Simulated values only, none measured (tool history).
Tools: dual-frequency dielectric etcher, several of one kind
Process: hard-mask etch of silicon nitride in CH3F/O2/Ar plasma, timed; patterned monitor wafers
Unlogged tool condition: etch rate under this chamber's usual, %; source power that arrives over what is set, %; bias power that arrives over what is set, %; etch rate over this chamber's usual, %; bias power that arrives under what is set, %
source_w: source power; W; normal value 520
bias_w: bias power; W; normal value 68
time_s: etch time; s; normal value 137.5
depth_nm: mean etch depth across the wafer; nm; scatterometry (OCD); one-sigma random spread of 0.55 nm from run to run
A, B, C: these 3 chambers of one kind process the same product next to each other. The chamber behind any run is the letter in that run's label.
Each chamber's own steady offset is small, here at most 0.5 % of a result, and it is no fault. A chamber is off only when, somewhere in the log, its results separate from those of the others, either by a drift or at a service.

run   hour  source_w  bias_w  time_s  hours since the last wet clean  hours since the last source power generator calibration  hours since the last bias power generator calibration  read-back reference wafer on the same gauge, depth_nm  depth_nm
 1B    7.2       520      68   137.5                           202.6                                                   1608.9                                                 1662.7                                                 105.09    104.92
       8.1  -- chamber C: source power generator calibrated
 2C   13.4       520      68   137.5                           110.2                                                      5.3                                                 1591.9                                                 104.98    103.34
 3A   19.3       520      68   137.5                           123.7                                                   2640.6                                                 2814.1                                                 104.92    104.26
 4B   23.6       520      68   137.5                             219                                                   1625.3                                                 1679.1                                                 105.18       104
 5C   28.6       520      68   137.5                           125.4                                                     20.5                                                 1607.1                                                 104.92    103.83
 6A   36.2       520      68   137.5                           140.6                                                   2657.5                                                   2831                                                 105.14    104.73
 7A   42.9       520      68   137.5                           147.3                                                   2664.2                                                 2837.7                                                 104.92    103.88
 8B   47.1       520      68   137.5                           242.5                                                   1648.8                                                 1702.6                                                  105.2    104.59
 9C   52.2       520      68   137.5                             149                                                     44.1                                                 1630.7                                                 104.96    103.77
10B   57.8       520      68   137.5                           253.2                                                   1659.5                                                 1713.3                                                 105.13    104.56
11A   65.8       520      68   137.5                           170.2                                                   2687.1                                                 2860.6                                                 105.13    103.01
12C     74       520      68   137.5                           170.8                                                     65.9                                                 1652.5                                                 104.91    103.51
13B   79.9       520      68   137.5                           275.3                                                   1681.6                                                 1735.4                                                 104.96    105.59
14C   85.1       520      68   137.5                           181.9                                                       77                                                 1663.6                                                 105.02    104.53
15A     89       520      68   137.5                           193.4                                                   2710.3                                                 2883.8                                                 104.91    101.73
16A   94.5       520      68   105.5                           198.9                                                   2715.8                                                 2889.3                                                 104.93    79.156
17B  102.3       520      68   105.5                           297.7                                                     1704                                                 1757.8                                                 104.99    79.597
18C  107.3       520      68   105.5                           204.1                                                     99.2                                                 1685.8                                                 105.01    78.994
19B    114       520      68   137.5                           309.4                                                   1715.7                                                 1769.5                                                 105.12    104.77
20C  122.2       520      68   137.5                             219                                                    114.1                                                 1700.7                                                 105.02    104.11
21A  130.8       520      68   137.5                           235.2                                                   2752.1                                                 2925.6                                                 105.05    101.22
     135.3  -- chamber A: source power generator calibrated
22A  136.1       520      68   137.5                           240.5                                                      0.9                                                 2930.9                                                 104.97    100.17
23C  144.1       520      68   137.5                           240.9                                                      136                                                 1722.6                                                 104.96    104.61
24B  152.8       520      68   137.5                           348.2                                                   1754.5                                                 1808.3                                                 104.86    104.61
25C  157.5       520      68   137.5                           254.3                                                    149.4                                                   1736                                                 104.95    104.11
26A    162       520      68   137.5                           266.4                                                     26.8                                                 2956.8                                                 104.87    100.75
27B  167.5       520      68   137.5                           362.9                                                   1769.2                                                   1823                                                 104.99    104.67
28B  174.8       520      56     161                           370.2                                                   1776.5                                                 1830.3                                                 104.84    114.94

Is one chamber out of step, is the gauge drifting, or do the chambers differ by no more than their own small offsets? For an off chamber, give its letter and the likeliest cause.

It is chamber A that slowly wanders off from its peers.
What lies behind it: etch rate under this chamber's usual, % = 4.4.

Which of the 4 candidates below, each the usual settings with something changed and its results left as question marks, puts chamber A back in line with what the other chambers give on the usual settings?
In-line tolerance around the mean of the other chambers on the usual settings: depth_nm 1.9 nm
29A-1  181.1       460      68   137.5                                                                                                                                                                                                                ?
29A-2  181.1       530      69   137.5                                                                                                                                                                                                                ?
29A-3  181.1       510      68   137.5                                                                                                                                                                                                                ?
29A-4  181.1       530      69   142.5                                                                                                                                                                                                                ?

Mean of the other chambers on the usual settings: depth_nm 104.12 nm
  run  depth_nm
29A-1    95.208
29A-2    101.01
29A-3    99.051
29A-4    104.68
29A-4 brings the chamber back in line.

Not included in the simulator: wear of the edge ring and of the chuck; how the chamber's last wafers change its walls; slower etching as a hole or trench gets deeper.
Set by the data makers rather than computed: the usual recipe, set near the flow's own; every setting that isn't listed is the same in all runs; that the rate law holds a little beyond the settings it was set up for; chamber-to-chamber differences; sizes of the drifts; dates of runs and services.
